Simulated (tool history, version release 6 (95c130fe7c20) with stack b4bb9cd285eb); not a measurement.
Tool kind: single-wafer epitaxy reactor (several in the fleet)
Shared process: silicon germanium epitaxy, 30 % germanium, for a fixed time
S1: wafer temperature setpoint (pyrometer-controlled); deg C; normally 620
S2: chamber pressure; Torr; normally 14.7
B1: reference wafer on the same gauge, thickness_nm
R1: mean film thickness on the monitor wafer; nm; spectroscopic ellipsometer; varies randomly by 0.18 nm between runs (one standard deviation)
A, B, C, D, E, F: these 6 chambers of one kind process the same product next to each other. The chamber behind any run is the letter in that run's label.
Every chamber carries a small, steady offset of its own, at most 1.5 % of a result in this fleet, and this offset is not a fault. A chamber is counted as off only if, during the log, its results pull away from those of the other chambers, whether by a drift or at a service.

Run 1C, hour 7.5: usual settings; B1 81.154. Result: R1 74.443 nm.
Run 2A, hour 11.7: usual settings; B1 81.095. Result: R1 74.77 nm.
Run 3B, hour 16.9: usual settings; B1 81.131. Result: R1 74.724 nm.
Run 4D, hour 21: usual settings; B1 81.082. Result: R1 74.814 nm.
Run 5E, hour 24.8: usual settings; B1 81.093. Result: R1 74.682 nm.
Run 6F, hour 30.9: usual settings; B1 81.083. Result: R1 75.829 nm.
Run 7E, hour 36.6: usual settings; B1 81.107. Result: R1 74.587 nm.
Run 8C, hour 42.3: usual settings; B1 81.131. Result: R1 74.591 nm.
Run 9D, hour 46.2: usual settings; B1 81.09. Result: R1 75.306 nm.
Run 10F, hour 51.7: usual settings; B1 81.032. Result: R1 75.807 nm.
Run 11B, hour 59.3: usual settings; B1 81.126. Result: R1 74.945 nm.
Run 12A, hour 64.4: usual settings but S1 612 deg C, S2 17.5 Torr; B1 81.14. Result: R1 68.939 nm.
Run 13F, hour 68.2: usual settings but S1 612 deg C, S2 17.5 Torr; B1 81.072. Result: R1 71.023 nm.
Run 14E, hour 73.3: usual settings but S1 612 deg C, S2 17.5 Torr; B1 81.092. Result: R1 69.287 nm.
Run 15B, hour 79: usual settings but S1 612 deg C, S2 17.5 Torr; B1 81.107. Result: R1 69.9 nm.
Run 16C, hour 85.9: usual settings but S1 612 deg C, S2 17.5 Torr; B1 81.108. Result: R1 69.703 nm.
Run 17D, hour 89.7: usual settings but S1 612 deg C, S2 17.5 Torr; B1 81.072. Result: R1 69.564 nm.
Run 18A, hour 93.5: usual settings; B1 81.104. Result: R1 74.349 nm.
Run 19B, hour 99.6: usual settings; B1 81.091. Result: R1 74.632 nm.
Run 20E, hour 106.2: usual settings but S1 626 deg C, S2 17.1 Torr; B1 81.104. Result: R1 88.229 nm.
Run 21F, hour 110.8: usual settings but S1 626 deg C, S2 17.1 Torr; B1 81.076. Result: R1 89.018 nm.
Run 22C, hour 118.8: usual settings but S1 626 deg C, S2 17.1 Torr; B1 81.124. Result: R1 88.825 nm.
Run 23D, hour 125.2: usual settings but S1 626 deg C, S2 17.1 Torr; B1 81.12. Result: R1 88.413 nm.
Run 24A, hour 131.2: usual settings but S1 626 deg C, S2 17.1 Torr; B1 81.098. Result: R1 87.954 nm.
Run 25D, hour 138: usual settings but S1 626 deg C, S2 17.1 Torr; B1 81.082. Result: R1 87.982 nm.
Run 26C, hour 145: usual settings; B1 81.084. Result: R1 75.267 nm.
Run 27F, hour 149.5: usual settings; B1 81.049. Result: R1 75.452 nm.
Run 28E, hour 157.3: usual settings but S1 609 deg C, S2 18.3 Torr; B1 81.092. Result: R1 66.49 nm.
Run 29A, hour 163.8: usual settings but S1 609 deg C, S2 18.3 Torr; B1 81.111. Result: R1 66.983 nm.
Run 30B, hour 169.2: usual settings but S1 609 deg C, S2 18.3 Torr; B1 81.109. Result: R1 67.39 nm.
Run 31A, hour 176.9: usual settings but S1 609 deg C, S2 18.3 Torr; B1 81.082. Result: R1 66.946 nm.
Run 32D, hour 183.1: usual settings but S1 609 deg C, S2 18.3 Torr; B1 81.124. Result: R1 67.229 nm.
Run 33C, hour 186.9: usual settings but S1 609 deg C, S2 18.3 Torr; B1 81.119. Result: R1 67.626 nm.
Run 34F, hour 192.3: usual settings but S2 12.5 Torr; B1 81.133. Result: R1 70.757 nm.
Run 35E, hour 196.5: usual settings but S2 12.5 Torr; B1 81.095. Result: R1 69.87 nm.
At hour 197.2: chamber F: capacitance manometer re-zeroed and calibrated.
Run 36B, hour 203.8: usual settings but S2 12.5 Torr; B1 81.07. Result: R1 69.976 nm.
Run 37D, hour 208.6: usual settings but S2 12.5 Torr; B1 81.069. Result: R1 70.396 nm.
Run 38C, hour 213: usual settings but S2 12.5 Torr; B1 81.099. Result: R1 71.141 nm.
Run 39F, hour 218.7: usual settings but S2 12.5 Torr; B1 81.106. Result: R1 70.932 nm.
Run 40A, hour 225.9: usual settings; B1 81.065. Result: R1 74.508 nm.
Run 41E, hour 229.9: usual settings; B1 81.09. Result: R1 74.622 nm.
Run 42B, hour 235.6: usual settings but S1 615 deg C; B1 81.12. Result: R1 68.361 nm.
Run 43C, hour 241.2: usual settings but S1 615 deg C; B1 81.088. Result: R1 69.6 nm.
Run 44E, hour 246.6: usual settings but S1 615 deg C; B1 81.089. Result: R1 67.885 nm.

The same settings go to every chamber for the next run, one line per chamber below. Forecast the results for each:
Run 45A, hour 252.3: usual settings. Result: R1 ?.
Run 45B, hour 252.3: usual settings. Result: R1 ?.
Run 45C, hour 252.3: usual settings. Result: R1 ?.
Run 45D, hour 252.3: usual settings. Result: R1 ?.
Run 45E, hour 252.3: usual settings. Result: R1 ?.
Run 45F, hour 252.3: usual settings. Result: R1 ?.

run      R1
45A  74.595
45B  74.675
45C  76.287
45D  74.779
45E  74.509
45F  75.557
